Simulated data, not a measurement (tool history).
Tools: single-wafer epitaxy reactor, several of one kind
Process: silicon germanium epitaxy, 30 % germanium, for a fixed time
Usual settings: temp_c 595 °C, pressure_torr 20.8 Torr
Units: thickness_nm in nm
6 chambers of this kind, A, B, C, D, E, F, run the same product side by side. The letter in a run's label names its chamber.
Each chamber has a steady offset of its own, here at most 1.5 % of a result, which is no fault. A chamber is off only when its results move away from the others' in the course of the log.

run	day	temp_c	pressure_torr	hours since the last pyrometer calibration	hours since the last manometer calibration	read-back reference wafer on the same gauge, thickness_nm	thickness_nm
1D	0.167	595	20.8	2230	320.9	53.114	54.493
2F	0.296	595	20.8	229.7	15.9	53.117	54.942
3C	0.425	595	20.8	443.5	862.2	53.097	54.969
4A	0.596	595	20.8	158.4	1660.6	53.131	55.414
5B	0.771	595	20.8	944.2	1560.4	53.096	54.675
6E	0.883	595	20.8	181.9	1182.9	53.153	54.81
7F	1.021	595	20.8	247.1	33.3	53.111	54.869
8E	1.167	595	20.8	188.7	1189.7	53.045	54.422
9C	1.283	595	20.8	464.1	882.8	53.112	54.972
10A	1.383	595	20.8	177.3	1679.5	53.099	55.369
11D	1.567	595	20.8	2263.6	354.5	53.088	55.046
12B	1.733	587	20.8	967.3	1583.5	53.146	47.043
13A	1.892	587	20.8	189.5	1691.7	53.132	47.829
14C	2.079	587	20.8	483.2	901.9	53.127	47.377
15E	2.242	587	20.8	214.5	1215.5	53.109	47.374
16B	2.433	587	20.8	984.1	1600.3	53.069	46.552
17D	2.538	587	20.8	2286.9	377.8	53.087	47.295
18F	2.712	595	20.8	287.7	73.9	53.122	55.1
19F	2.9	595	20.8	292.2	78.4	53.082	54.824
20E	3.046	609	20.8	233.8	1234.8	53.064	69.744
21A	3.183	609	20.8	220.5	1722.7	53.109	71.741
22B	3.379	609	20.8	1006.8	1623	53.082	69.361
23D	3.508	609	20.8	2310.2	401.1	53.122	70.643
24C	3.683	609	20.8	521.7	940.4	53.12	70.676
# day 3.767: chamber A: capacitance manometer re-zeroed and calibrated
25D	3.842	609	20.8	2318.2	409.1	53.061	70.419
26E	4	595	20.8	256.7	1257.7	53.142	54.467
27B	4.088	595	20.8	1023.8	1640	53.11	53.457
28F	4.267	595	20.8	325	111.2	53.127	54.682
29A	4.467	595	20.8	251.3	16.8	53.074	55.363
30C	4.596	595	20.8	543.6	962.3	53.148	54.938
31F	4.683	595	20.8	335	121.2	53.097	54.967
32B	4.804	605	20.8	1041	1657.2	53.058	63.5
33C	4.929	605	20.8	551.6	970.3	53.108	66.506
# day 5.104: chamber D: pyrometer calibrated
34E	5.104	605	20.8	283.2	1284.2	53.079	65.22
35D	5.229	605	20.8	3	442.4	53.073	65.778
36A	5.417	605	20.8	274.1	39.6	53.089	66.83
37B	5.604	605	20.8	1060.2	1676.4	53.12	63.601
38A	5.708	595	20.8	281.1	46.6	53.101	55.741

All 6 chambers run these settings next. Forecast each chamber's results:
39A	5.85	595	20.8				?
39B	5.85	595	20.8				?
39C	5.85	595	20.8				?
39D	5.85	595	20.8				?
39E	5.85	595	20.8				?
39F	5.85	595	20.8				?

run	thickness_nm
39A	55.259
39B	52.59
39C	54.92
39D	54.97
39E	54.629
39F	54.72
